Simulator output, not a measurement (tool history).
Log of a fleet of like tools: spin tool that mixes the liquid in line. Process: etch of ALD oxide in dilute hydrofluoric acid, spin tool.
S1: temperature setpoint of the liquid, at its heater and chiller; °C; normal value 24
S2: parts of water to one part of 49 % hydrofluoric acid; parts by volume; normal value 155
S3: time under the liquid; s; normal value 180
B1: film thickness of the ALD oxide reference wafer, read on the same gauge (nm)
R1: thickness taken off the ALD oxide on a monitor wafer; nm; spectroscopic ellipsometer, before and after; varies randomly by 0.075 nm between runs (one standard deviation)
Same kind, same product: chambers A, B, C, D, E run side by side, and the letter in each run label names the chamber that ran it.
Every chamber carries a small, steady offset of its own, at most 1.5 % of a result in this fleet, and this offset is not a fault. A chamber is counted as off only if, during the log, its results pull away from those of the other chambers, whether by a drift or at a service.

run	hour	S1	S2	S3	B1	R1
1E	11.1	24	155	180	39.992	13.145
# hour 12.1: chamber C: hydrofluoric acid flow meter replaced
2A	18.8	24	155	180	39.999	12.939
3D	28.8	24	155	180	39.995	13.063
4C	40.6	24	155	180	39.995	13.196
5B	50.1	24	155	180	40.006	13.189
6B	60.7	24	155	180	40.01	13.182
7C	71.1	24	155	180	40.012	13.087
8E	80.4	24	155	180	40.01	13.078
9A	92	26.5	155	125	39.977	9.7725
10D	100	26.5	155	125	40.006	9.8982
11B	110	26.5	155	125	40.001	10.049
12C	121.2	26.5	155	125	39.997	10.037
13D	131.8	26.5	155	125	40.003	10.036
14E	139.1	24	155	180	39.992	13.057
15A	148.2	24	155	180	39.978	12.655
16A	157	24	155	180	39.999	12.665
17D	164.9	24	155	180	39.985	13.06
18C	176.3	24	155	180	39.998	13.111
19B	184.2	27	155	80	39.991	6.5548
20E	194.8	27	155	80	40.011	6.4903
21B	202	27	155	80	39.998	6.5839
22C	212.7	27	155	80	40.014	6.5667
23E	220.9	27	155	80	39.997	6.4768
24A	230.6	24	155	180	39.992	12.367
25D	236.1	26.5	155	125	40.025	9.9141
26E	243.1	26.5	155	125	40	9.9805
27C	251.7	26.5	155	125	40	9.9101
28B	262.4	26.5	155	125	40.004	10.017
29D	272.4	26.5	155	125	39.989	9.9628
30A	278.2	24	155	180	39.998	12.168
31A	286.4	24	155	180	40.002	12.18
32C	294.4	24	155	180	39.99	13.064

One chamber off, gauge drift, or nothing amiss beyond the chambers' own small offsets? If it is a chamber, which one, and what is the likeliest cause?

Little by little, chamber A moves away from the other chambers.
Cause: liquid colder than its thermometer reads (K) = 1.56.
The log may not separate it from: hydrofluoric acid flow below the setpoint (%).

Here are 4 candidates for chamber A's next run, each the usual settings with a change, their results left as question marks. Which one brings its results back in line with what the others give on the usual settings?
In line here means within this much of the mean the other chambers give on the usual settings: R1 0.26 nm
33A-1	303	24	165	170		?
33A-2	303	24	145	190		?
33A-3	303	24	160	175		?
33A-4	303	24	150	185		?

The other chambers' mean on the usual settings: R1 13.103 nm
run	R1
33A-1	10.729
33A-2	13.92
33A-3	11.447
33A-4	13.037
33A-4 is the one that brings the chamber's results back in line with the other chambers.
